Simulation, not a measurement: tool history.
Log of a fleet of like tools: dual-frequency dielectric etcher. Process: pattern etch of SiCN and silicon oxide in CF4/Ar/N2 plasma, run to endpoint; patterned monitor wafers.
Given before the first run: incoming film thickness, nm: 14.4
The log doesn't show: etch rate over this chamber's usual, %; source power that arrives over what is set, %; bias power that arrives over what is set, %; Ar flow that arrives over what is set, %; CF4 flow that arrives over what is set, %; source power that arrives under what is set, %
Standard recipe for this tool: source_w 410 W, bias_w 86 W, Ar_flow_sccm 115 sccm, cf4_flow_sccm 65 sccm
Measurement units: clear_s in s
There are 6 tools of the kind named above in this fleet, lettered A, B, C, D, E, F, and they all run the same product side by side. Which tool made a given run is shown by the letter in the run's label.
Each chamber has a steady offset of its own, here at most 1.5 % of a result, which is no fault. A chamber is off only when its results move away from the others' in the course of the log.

run,day,source_w,bias_w,Ar_flow_sccm,cf4_flow_sccm,hours since the last wet clean,hours since the last source power generator calibration,hours since the last bias power generator calibration,hours since the last Ar flow controller change,hours since the last CF4 flow controller change,clear_s
1A,0.125,410,86,115,65,139.2,135.7,4200.9,4194.5,3489.8,17.791
2B,0.321,410,86,115,65,173.9,147.3,333.6,1396.1,909.1,17.378
3E,0.596,410,86,115,65,302.0,2289.6,2118.8,2593.5,2397.8,17.689
4C,0.821,410,86,115,65,285.7,2981.5,1666.1,42.1,3816.6,17.550
5D,1.075,410,86,115,65,349.4,2020.9,998.5,4083.4,1090.6,17.542
6F,1.338,410,68,115,65,159.4,2674.4,2121.5,2918.5,2695.7,19.197
7F,1.567,410,68,115,65,164.9,2679.9,2127.0,2924.0,2701.2,19.178
8C,1.704,410,68,115,65,306.9,3002.7,1687.3,63.3,3837.8,19.026
9D,1.838,410,68,115,65,367.7,2039.2,1016.8,4101.7,1108.9,19.066
10A,2.021,410,68,115,65,184.7,181.2,4246.4,4240.0,3535.3,19.322
11E,2.196,410,68,115,65,340.4,2328.0,2157.2,2631.9,2436.2,19.171
12B,2.317,410,86,115,65,221.8,195.2,381.5,1444.0,957.0,17.468
13B,2.579,410,86,115,65,228.1,201.5,387.8,1450.3,963.3,17.419
14C,2.783,410,86,115,65,332.8,3028.6,1713.2,89.2,3863.7,17.506
15F,2.962,410,86,115,65,198.4,2713.4,2160.5,2957.5,2734.7,17.744
16D,3.179,410,86,115,65,399.9,2071.4,1049.0,4133.9,1141.1,17.551
17A,3.333,410,86,115,65,216.2,212.7,4277.9,4271.5,3566.8,17.761
18E,3.512,410,86,115,65,372.0,2359.6,2188.8,2663.5,2467.8,17.709
# day 3.629: chamber E: wet clean of the chamber
19B,3.662,410,86,115,65,254.1,227.5,413.8,1476.3,989.3,17.486
20C,3.788,410,86,115,65,356.9,3052.7,1737.3,113.3,3887.8,17.544
21F,4.062,410,86,115,65,224.8,2739.8,2186.9,2983.9,2761.1,17.564
22D,4.254,320,94,115,65,425.7,2097.2,1074.8,4159.7,1166.9,21.088
23A,4.529,320,94,115,65,244.9,241.4,4306.6,4300.2,3595.5,21.356
# day 4.725: chamber D: source power generator calibrated
24E,4.733,320,94,115,65,26.6,2388.9,2218.1,2692.8,2497.1,21.451
25F,4.883,320,94,115,65,244.5,2759.5,2206.6,3003.6,2780.8,21.321
# day 5.133: chamber F: bias power generator calibrated
26A,5.133,320,94,115,65,259.4,255.9,4321.1,4314.7,3610.0,21.588
27D,5.312,320,94,115,65,451.1,14.2,1100.2,4185.1,1192.3,21.020
28B,5.542,410,86,115,65,299.2,272.6,458.9,1521.4,1034.4,17.518
29E,5.679,410,86,115,65,49.3,2411.6,2240.8,2715.5,2519.8,17.869
30C,5.950,410,86,115,65,408.8,3104.6,1789.2,165.2,3939.7,17.593
31B,6.117,410,86,115,65,313.0,286.4,472.7,1535.2,1048.2,17.546
32C,6.379,410,86,115,65,419.1,3114.9,1799.5,175.5,3950.0,17.600
33D,6.608,410,86,115,65,482.2,45.3,1131.3,4216.2,1223.4,17.682
34A,6.775,410,86,115,65,298.8,295.3,4360.5,4354.1,3649.4,17.766
35F,6.946,410,86,115,65,294.0,2809.0,43.5,3053.1,2830.3,17.712
36E,7.212,460,86,115,53,86.1,2448.4,2277.6,2752.3,2556.6,16.901
# day 7.288: chamber C: source power generator calibrated
37F,7.433,460,86,115,53,305.7,2820.7,55.2,3064.8,2842.0,16.472
38C,7.608,460,86,115,53,448.6,7.8,1829.0,205.0,3979.5,16.350
39A,7.775,460,86,115,53,322.8,319.3,4384.5,4378.1,3673.4,16.551
40D,8.046,460,86,115,53,516.7,79.8,1165.8,4250.7,1257.9,16.493
41E,8.192,460,86,115,53,109.6,2471.9,2301.1,2775.8,2580.1,17.051
42B,8.438,410,86,115,65,368.7,342.1,528.4,1590.9,1103.9,17.435
43D,8.667,410,86,115,65,531.6,94.7,1180.7,4265.6,1272.8,17.614
44F,8.921,410,86,115,65,341.4,2856.4,90.9,3100.5,2877.7,17.738

Decide between three cases: one chamber stands off from its peers, the gauge reading all wafers drifts, or nothing is wrong past each chamber's small offset. Where a chamber is off, say which and what most likely put it there.

Chamber E drifts away from the others.
What lies behind it: source power that arrives under what is set, % = 3.74.

Below are 4 candidate recipes for chamber E's next run, each the usual settings with a change, their results shown as question marks. Which of them brings E's results back in line with what the other chambers give on the usual settings?
Counts as in line when no further than this from what the other chambers average on the usual settings: clear_s 0.200 s
45E-1,9.121,390,84,116,64,,,,,,?
45E-2,9.121,410,86,91,78,,,,,,?
45E-3,9.121,410,93,112,67,,,,,,?
45E-4,9.121,410,78,119,65,,,,,,?

Mean of the other chambers on the usual settings: clear_s 17.612 s
run,clear_s
45E-1,19.278
45E-2,17.229
45E-3,17.598
45E-4,18.985
45E-3 brings the chamber back in line.

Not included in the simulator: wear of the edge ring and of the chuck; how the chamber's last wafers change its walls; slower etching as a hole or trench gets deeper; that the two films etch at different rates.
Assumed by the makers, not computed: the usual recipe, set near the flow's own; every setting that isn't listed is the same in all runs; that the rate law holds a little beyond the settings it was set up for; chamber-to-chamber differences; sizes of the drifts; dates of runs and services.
